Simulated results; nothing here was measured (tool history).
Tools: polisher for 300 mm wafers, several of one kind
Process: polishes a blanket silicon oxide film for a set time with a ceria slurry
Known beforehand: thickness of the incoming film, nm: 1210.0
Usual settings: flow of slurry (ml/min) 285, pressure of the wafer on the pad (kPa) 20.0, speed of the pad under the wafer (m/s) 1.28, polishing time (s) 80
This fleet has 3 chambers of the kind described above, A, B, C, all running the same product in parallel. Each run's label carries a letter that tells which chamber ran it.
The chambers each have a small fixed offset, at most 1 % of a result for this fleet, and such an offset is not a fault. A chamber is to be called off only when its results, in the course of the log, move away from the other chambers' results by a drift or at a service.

| run | hour | flow of slurry (ml/min) | pressure of the wafer on the pad (kPa) | speed of the pad under the wafer (m/s) | polishing time (s) | film removed (Å) |
|---|---|---|---|---|---|---|
| 1B | 4.5 | 285 | 20.0 | 1.28 | 80 | 4273.4 |
|  | 9.1 | chamber C: head pressure recalibrated |
| 2A | 12.8 | 285 | 20.0 | 1.28 | 80 | 4153.2 |
|  | 15.1 | chamber B: worn pad replaced by a new one |
| 3C | 20.5 | 285 | 20.0 | 1.28 | 80 | 4174.2 |
|  | 26.1 | chamber C: worn pad replaced by a new one |
| 4C | 26.6 | 285 | 20.0 | 1.28 | 80 | 4146.8 |
| 5B | 32.8 | 285 | 20.0 | 1.28 | 80 | 4206.9 |
| 6A | 37.6 | 285 | 20.0 | 1.28 | 80 | 4206.9 |
| 7C | 46.4 | 285 | 22.8 | 1.62 | 80 | 6089.8 |
| 8A | 55.0 | 285 | 22.8 | 1.62 | 80 | 5924.0 |
| 9B | 59.8 | 285 | 22.8 | 1.62 | 80 | 6114.2 |
| 10A | 68.8 | 285 | 20.0 | 1.28 | 80 | 4082.7 |
| 11B | 73.0 | 285 | 20.0 | 1.28 | 80 | 4199.4 |
| 12C | 82.2 | 285 | 20.0 | 1.08 | 80 | 3426.5 |
| 13C | 88.7 | 285 | 20.0 | 1.08 | 80 | 3571.0 |
| 14B | 97.0 | 285 | 20.0 | 1.08 | 80 | 3553.8 |
|  | 103.6 | chamber B: worn pad replaced by a new one |
| 15A | 105.6 | 285 | 20.0 | 0.94 | 63 | 2300.2 |
|  | 106.8 | chamber A: worn pad replaced by a new one |
|  | 112.7 | chamber A: slurry nozzle cleaned |
| 16C | 114.0 | 285 | 20.0 | 0.94 | 63 | 2394.4 |
| 17B | 119.1 | 285 | 20.0 | 0.94 | 63 | 2388.1 |
| 18A | 124.7 | 285 | 20.0 | 1.28 | 80 | 4086.3 |
| 19C | 129.5 | 330 | 17.2 | 1.28 | 80 | 3679.8 |
|  | 134.3 | chamber C: worn pad replaced by a new one |
| 20A | 135.3 | 330 | 17.2 | 1.28 | 80 | 3525.0 |
| 21B | 142.9 | 330 | 17.2 | 1.28 | 80 | 3615.1 |
| 22B | 147.4 | 285 | 20.0 | 1.28 | 80 | 4222.5 |
| 23A | 155.0 | 285 | 20.0 | 1.28 | 80 | 3822.8 |
| 24C | 163.3 | 285 | 20.0 | 1.28 | 80 | 4136.5 |
| 25B | 170.8 | 285 | 20.0 | 1.28 | 80 | 4152.1 |
| 26A | 177.7 | 285 | 20.0 | 1.28 | 80 | 3912.7 |
| 27C | 186.0 | 285 | 20.0 | 1.02 | 90 | 3667.0 |
| 28B | 191.9 | 285 | 20.0 | 1.02 | 90 | 3725.6 |
| 29A | 198.4 | 285 | 20.0 | 1.02 | 90 | 3482.8 |

Is one chamber out of step, is the gauge drifting, or do the chambers differ by no more than their own small offsets? For an off chamber, give its letter and the likeliest cause.

Little by little, chamber A moves away from the other chambers.
Cause: head's pressure below its setpoint, % = 7.49.

Which of the 4 candidates below, each the usual settings with something changed and its results left as question marks, puts chamber A back in line with what the other chambers give on the usual settings?
Maximum distance from the other chambers' mean on the usual settings for a result to count as in line: film removed (Å) 200.0
| 30A-1 | 205.0 | 285 | 20.0 | 1.38 | 80 | ? |
| 30A-2 | 205.0 | 285 | 18.6 | 1.20 | 75 | ? |
| 30A-3 | 205.0 | 285 | 21.4 | 1.36 | 85 | ? |
| 30A-4 | 205.0 | 285 | 20.0 | 1.22 | 77 | ? |

The other chambers' mean on the usual settings: film removed (Å) 4196.6
| run | film removed (Å) |
|---|---|
| 30A-1 | 4169.7 |
| 30A-2 | 3172.0 |
| 30A-3 | 4663.3 |
| 30A-4 | 3551.7 |
The right change is 30A-1: it brings the chamber back within the allowed miss of the others.

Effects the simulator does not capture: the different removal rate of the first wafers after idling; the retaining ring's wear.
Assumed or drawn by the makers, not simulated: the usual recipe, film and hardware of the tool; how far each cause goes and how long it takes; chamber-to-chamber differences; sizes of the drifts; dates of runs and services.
